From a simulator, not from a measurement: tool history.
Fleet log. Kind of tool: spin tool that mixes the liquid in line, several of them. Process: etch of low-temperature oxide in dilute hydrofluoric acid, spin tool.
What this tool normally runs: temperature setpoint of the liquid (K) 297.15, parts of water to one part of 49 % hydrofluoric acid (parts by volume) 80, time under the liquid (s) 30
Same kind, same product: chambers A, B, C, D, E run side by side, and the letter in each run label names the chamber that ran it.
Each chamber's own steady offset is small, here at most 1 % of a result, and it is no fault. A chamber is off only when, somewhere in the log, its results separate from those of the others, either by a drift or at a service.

run,hour,temperature setpoint of the liquid (K),parts of water to one part of 49 % hydrofluoric acid (parts by volume),time under the liquid (s),"read-back film thickness of the low-temperature oxide reference wafer, read on the same gauge (nm)",thickness taken off the low-temperature oxide on a monitor wafer (nm)
1E,9.4,297.15,80,30,70.021,8.634
2A,19.2,297.15,80,30,69.992,8.819
3B,31.2,297.15,80,30,70.031,8.7209
4C,37,297.15,80,30,69.978,8.8314
5D,47.4,297.15,65,15,70,5.5914
6D,59.6,297.15,65,15,70.002,5.4167
7E,67,297.15,65,15,70.037,5.4523
8B,72.8,297.15,65,15,70.027,5.5755
9C,84.1,297.15,65,15,69.949,5.5658
10A,91.9,294.65,65,30,69.991,9.9616
11E,98.7,294.65,65,30,69.989,10.022
# hour 107.4: chamber A: hydrofluoric acid flow meter replaced
12A,107.9,294.65,65,30,69.99,9.9013
# hour 112.9: chamber B: thermometer replaced
13C,116.2,294.65,65,30,69.997,10.036
14B,125.2,294.65,65,30,69.971,9.7842
15D,136.2,297.15,80,45,70.047,13.338
16A,145.4,297.15,80,45,69.974,13.133
17B,153.9,297.15,80,45,70.016,13.006
18E,162.7,297.15,80,45,70.005,13.396
19D,170.8,297.15,80,45,69.981,13.435
20C,178.2,297.15,80,30,70.011,8.7677
21C,184.4,297.15,80,30,69.987,9.0316
22A,196.6,297.15,80,30,70.031,8.7614
23E,206.8,297.15,110,25,70.001,5.1692
24B,217.2,297.15,110,25,69.982,5.1016
25D,228.2,297.15,110,25,69.972,5.1652
26C,238.5,297.15,110,25,70.044,5.1927
27B,249.6,297.15,110,25,69.983,5.0959
28E,256.2,297.15,80,30,70.01,9.0824
# hour 265.3: chamber B: hydrofluoric acid flow meter replaced
29D,265.7,297.15,80,45,70.038,13.067
30A,276,297.15,80,45,69.981,13.326
31C,286,297.15,80,45,69.968,13.059
32E,294.4,297.15,80,45,70.016,13.834
33B,305.2,297.15,80,45,70.016,13.257
34D,311.8,297.15,80,30,70.036,8.7814

Has any chamber moved away from the others, gradually or after a service, or does the common gauge drift, or do the chambers differ only by their own small steady offsets? State the chamber and the most likely cause if one applies.

Chamber E drifts away from the others.
What lies behind it: hydrofluoric acid flow above the setpoint (%) = 5.24.
Not necessarily distinguishable in this log from: liquid hotter than its thermometer reads (K).

Chamber E could run next with any of the 4 candidate recipes listed below; each alters the usual settings, and their results appear as question marks. Which one brings its results back in line with what the other chambers deliver on the usual settings?
In line here means within this much of the mean the other chambers give on the usual settings: thickness taken off the low-temperature oxide on a monitor wafer (nm) 0.3
35E-1,320.7,298.15,80,30,,?
35E-2,320.7,294.15,80,30,,?
35E-3,320.7,300.15,80,30,,?
35E-4,320.7,296.15,80,30,,?

The other chambers' mean on the usual settings: thickness taken off the low-temperature oxide on a monitor wafer (nm) 8.7618
run,thickness taken off the low-temperature oxide on a monitor wafer (nm)
35E-1,9.5391
35E-2,8.1034
35E-3,10.33
35E-4,8.7999
35E-4 puts the chamber back in line with the other chambers.

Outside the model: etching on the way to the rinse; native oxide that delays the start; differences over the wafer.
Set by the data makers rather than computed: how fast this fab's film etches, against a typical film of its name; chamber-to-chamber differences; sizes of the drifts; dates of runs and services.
